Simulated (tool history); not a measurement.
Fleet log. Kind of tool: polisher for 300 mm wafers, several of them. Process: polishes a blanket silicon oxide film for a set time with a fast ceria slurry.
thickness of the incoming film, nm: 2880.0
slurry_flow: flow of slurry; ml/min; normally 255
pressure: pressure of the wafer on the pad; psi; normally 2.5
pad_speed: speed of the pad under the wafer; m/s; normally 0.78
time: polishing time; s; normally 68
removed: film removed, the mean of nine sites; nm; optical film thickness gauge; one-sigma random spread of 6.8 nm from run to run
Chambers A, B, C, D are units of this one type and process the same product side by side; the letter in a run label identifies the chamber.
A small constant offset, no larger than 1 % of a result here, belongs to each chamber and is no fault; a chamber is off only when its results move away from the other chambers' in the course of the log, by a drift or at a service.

run   hour  slurry_flow  pressure  pad_speed  time  wafers polished on this pad  hours since the slurry nozzle was cleaned  hours since the head pressure was calibrated  removed
 1C    7.5          255       2.5       0.78    68                          403                                      216.6                                         383.4   735.98
 2A   13.0          255       2.5       0.78    68                          856                                      705.7                                         591.1   758.09
 3D   21.9          255       2.5       0.78    68                          858                                      333.3                                         819.9   744.58
      30.4  -- chamber C: worn pad replaced by a new one
 4B   32.4          255       2.5       0.78    68                          623                                      331.8                                         216.3   746.57
 5D   41.9          255       2.5       0.78    68                          986                                      353.3                                         839.9   741.52
 6B   47.0          255       2.5       0.78    68                          716                                      346.4                                         230.9   754.61
 7A   57.6          255       2.5       0.78    68                         1140                                      750.3                                         635.7   748.21
      66.7  -- chamber B: worn pad replaced by a new one
 8C   67.6          255       2.5       0.78    68                          238                                      276.7                                         443.5   734.81
      69.9  -- chamber A: worn pad replaced by a new one
 9A   77.2          255       2.5       0.78    68                           47                                      769.9                                         655.3   739.17
10D   84.1          255       2.5       0.78    68                         1255                                      395.5                                         882.1   742.56
      90.2  -- chamber D: worn pad replaced by a new one
11B   93.4          255       2.5       0.78    68                          170                                      392.8                                         277.3   744.01
12C  101.8          255       2.5       0.78    68                          456                                      310.9                                         477.7   738.87
     104.3  -- chamber C: worn pad replaced by a new one
13D  109.3          255       2.5       0.78    68                          122                                      420.7                                         907.3   755.45
14C  116.6          255       2.5       0.78    68                           78                                      325.7                                         492.5   752.57
15B  126.5          255       2.5       0.78    68                          381                                      425.9                                         310.4   754.68
     134.5  -- chamber D: head pressure recalibrated
16A  136.5          255       2.5       0.78    68                          425                                      829.2                                         714.6   747.56
17C  142.3          255       2.5       0.78    68                          242                                      351.4                                         518.2   744.66
18B  148.3          255       2.5       0.78    68                          521                                      447.7                                         332.2   753.99
19D  153.8          255       2.5       0.78    68                          406                                      465.2                                          19.4   819.83
20A  161.8          255       3.2       0.78    68                          587                                      854.5                                         739.9   962.46
21B  170.1          255       3.2       0.78    68                          660                                      469.5                                         354.0   957.71
     173.6  -- chamber C: worn pad replaced by a new one
     175.7  -- chamber C: slurry nozzle cleaned
     176.1  -- chamber B: head pressure recalibrated
22A  179.9          255       3.2       0.78    68                          702                                      872.6                                         758.0   964.92
23C  186.4          255       3.2       0.78    68                           82                                       10.8                                         562.3   953.18
     188.6  -- chamber B: worn pad replaced by a new one
24D  196.4          255       2.5       0.78    68                          678                                      507.8                                          62.0   813.38
25D  206.6          255       2.5       0.78    68                          743                                      518.0                                          72.2   836.64
     207.5  -- chamber A: slurry nozzle cleaned
26B  212.4          255       2.5       0.78    68                          152                                      511.8                                          36.3   742.28
27A  222.7          255       2.5       0.78    68                          976                                       15.3                                         800.8   754.90
28C  229.9          255       2.5       0.78    68                          360                                       54.3                                         605.8   746.31
     234.5  -- chamber C: head pressure recalibrated
29D  239.8          255       2.5       0.78    68                          955                                      551.2                                         105.4   812.18
     244.2  -- chamber C: worn pad replaced by a new one
     247.7  -- chamber A: worn pad replaced by a new one
30C  248.2          255       2.5       0.78    68                           25                                       72.6                                          13.7   748.44
31A  254.9          255       2.5       0.78    68                           46                                       47.5                                         833.0   747.97
     260.4  -- chamber D: worn pad replaced by a new one
32B  263.0          255       2.5       0.78    68                          475                                      562.4                                          86.9   742.97
33D  273.1          255       2.5       0.78    68                           81                                      584.5                                         138.7   808.04
34B  280.7          255       2.5       0.78    68                          588                                      580.1                                         104.6   733.61
35A  287.1          255       2.1       0.78    68                          252                                       79.7                                         865.2   631.97
36C  297.8          255       2.1       0.78    68                          342                                      122.2                                          63.3   623.73
37C  308.8          255       2.1       0.78    68                          412                                      133.2                                          74.3   626.78
38D  316.9          255       2.1       0.78    68                          361                                      628.3                                         182.5   694.66
39A  322.7          255       2.5       0.78    79                          479                                      115.3                                         900.8   879.05

The same settings go to every chamber for the next run, one line per chamber below. Forecast the results for each:
40A  330.8          255       2.5       0.78    68                                                                                                                              ?
40B  330.8          255       2.5       0.78    68                                                                                                                              ?
40C  330.8          255       2.5       0.78    68                                                                                                                              ?
40D  330.8          255       2.5       0.78    68                                                                                                                              ?

run  removed
40A   747.22
40B   754.09
40C   734.86
40D   821.17

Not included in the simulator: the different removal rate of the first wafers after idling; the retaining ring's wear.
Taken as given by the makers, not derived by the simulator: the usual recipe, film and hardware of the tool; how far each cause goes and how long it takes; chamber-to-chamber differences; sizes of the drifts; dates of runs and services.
